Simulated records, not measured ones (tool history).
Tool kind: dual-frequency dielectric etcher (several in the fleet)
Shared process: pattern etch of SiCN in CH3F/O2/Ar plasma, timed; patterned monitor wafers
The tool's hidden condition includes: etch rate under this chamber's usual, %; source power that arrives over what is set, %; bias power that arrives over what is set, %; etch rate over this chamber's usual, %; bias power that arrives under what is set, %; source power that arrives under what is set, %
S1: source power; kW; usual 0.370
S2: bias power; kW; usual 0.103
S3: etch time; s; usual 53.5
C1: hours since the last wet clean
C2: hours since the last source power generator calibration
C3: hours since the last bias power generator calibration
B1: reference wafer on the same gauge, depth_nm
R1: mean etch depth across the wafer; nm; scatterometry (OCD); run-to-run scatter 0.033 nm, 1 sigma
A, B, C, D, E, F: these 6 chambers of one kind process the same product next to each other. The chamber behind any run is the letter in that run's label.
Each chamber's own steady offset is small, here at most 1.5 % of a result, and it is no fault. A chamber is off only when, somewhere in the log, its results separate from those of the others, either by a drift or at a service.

run,hour,S1,S2,S3,C1,C2,C3,B1,R1
# hour 1.9: chamber C: wet clean of the chamber
1B,9.6,0.370,0.103,53.5,296.2,337.0,1135.8,25.007,22.564
2F,16.9,0.370,0.103,53.5,153.5,344.6,413.4,25.004,22.447
# hour 22.6: chamber A: wet clean of the chamber
3C,25.4,0.370,0.103,53.5,23.5,3596.7,311.5,25.016,22.415
4D,35.2,0.370,0.103,53.5,88.8,2894.2,98.6,25.020,22.240
5E,46.1,0.370,0.103,53.5,449.1,2495.0,753.8,25.022,22.403
6A,52.6,0.370,0.103,53.5,30.1,3793.3,1210.4,25.019,21.980
7B,63.4,0.370,0.103,53.5,350.0,390.8,1189.6,25.026,22.555
8F,69.7,0.370,0.103,53.5,206.3,397.4,466.2,25.024,22.433
9C,81.5,0.370,0.103,53.5,79.6,3652.8,367.6,25.039,22.372
10D,92.5,0.370,0.103,53.5,146.1,2951.5,155.9,25.038,22.254
11E,98.6,0.370,0.103,53.5,501.6,2547.5,806.3,25.043,22.438
12A,106.6,0.370,0.103,53.5,84.1,3847.3,1264.4,25.050,22.021
# hour 113.7: chamber E: wet clean of the chamber
13E,114.4,0.370,0.103,53.5,0.8,2563.3,822.1,25.047,22.407
14D,120.4,0.290,0.103,53.5,174.0,2979.4,183.8,25.061,20.320
15B,132.4,0.290,0.103,53.5,419.0,459.8,1258.6,25.056,20.718
16A,139.9,0.290,0.103,53.5,117.4,3880.6,1297.7,25.060,20.152
17C,149.9,0.290,0.103,53.5,148.0,3721.2,436.0,25.071,20.503
18F,155.2,0.290,0.103,53.5,291.8,482.9,551.7,25.073,20.606
# hour 163.2: chamber B: wet clean of the chamber
19C,165.2,0.290,0.103,53.5,163.3,3736.5,451.3,25.072,20.491
20E,170.7,0.370,0.103,53.5,57.1,2619.6,878.4,25.070,22.390
21B,176.2,0.370,0.103,53.5,13.0,503.6,1302.4,25.075,22.624
22A,185.4,0.370,0.103,53.5,162.9,3926.1,1343.2,25.084,22.126
23D,195.7,0.370,0.103,53.5,249.3,3054.7,259.1,25.083,22.177
24F,201.2,0.370,0.103,53.5,337.8,528.9,597.7,25.083,22.530
25F,212.3,0.370,0.103,53.5,348.9,540.0,608.8,25.079,22.485
26B,217.9,0.370,0.103,53.5,54.7,545.3,1344.1,25.104,22.628
27C,225.5,0.400,0.103,61.0,223.6,3796.8,511.6,25.107,26.356
28A,232.0,0.400,0.103,61.0,209.5,3972.7,1389.8,25.101,25.946
29E,240.2,0.400,0.103,61.0,126.6,2689.1,947.9,25.098,26.403
30D,250.7,0.400,0.103,61.0,304.3,3109.7,314.1,25.113,26.137
31A,257.7,0.400,0.103,61.0,235.2,3998.4,1415.5,25.113,25.913
32E,263.8,0.400,0.103,61.0,150.2,2712.7,971.5,25.112,26.374
33F,273.7,0.370,0.103,53.5,410.3,601.4,670.2,25.119,22.548
34B,282.3,0.370,0.103,53.5,119.1,609.7,1408.5,25.121,22.633
35C,289.3,0.370,0.103,53.5,287.4,3860.6,575.4,25.126,22.462
36D,298.0,0.370,0.103,53.5,351.6,3157.0,361.4,25.127,22.246
37A,308.6,0.370,0.103,53.5,286.1,4049.3,1466.4,25.145,22.045
38C,320.2,0.370,0.103,53.5,318.3,3891.5,606.3,25.134,22.495
39B,329.0,0.370,0.103,53.5,165.8,656.4,1455.2,25.152,22.681
40E,335.8,0.370,0.103,53.5,222.2,2784.7,1043.5,25.140,22.438

Predict what each chamber gives when all 6 of them run the settings below next.
41A,344.4,0.400,0.103,53.5,,,,,?
41B,344.4,0.400,0.103,53.5,,,,,?
41C,344.4,0.400,0.103,53.5,,,,,?
41D,344.4,0.400,0.103,53.5,,,,,?
41E,344.4,0.400,0.103,53.5,,,,,?
41F,344.4,0.400,0.103,53.5,,,,,?

run,R1
41A,22.750
41B,23.351
41C,23.086
41D,22.990
41E,23.150
41F,23.280
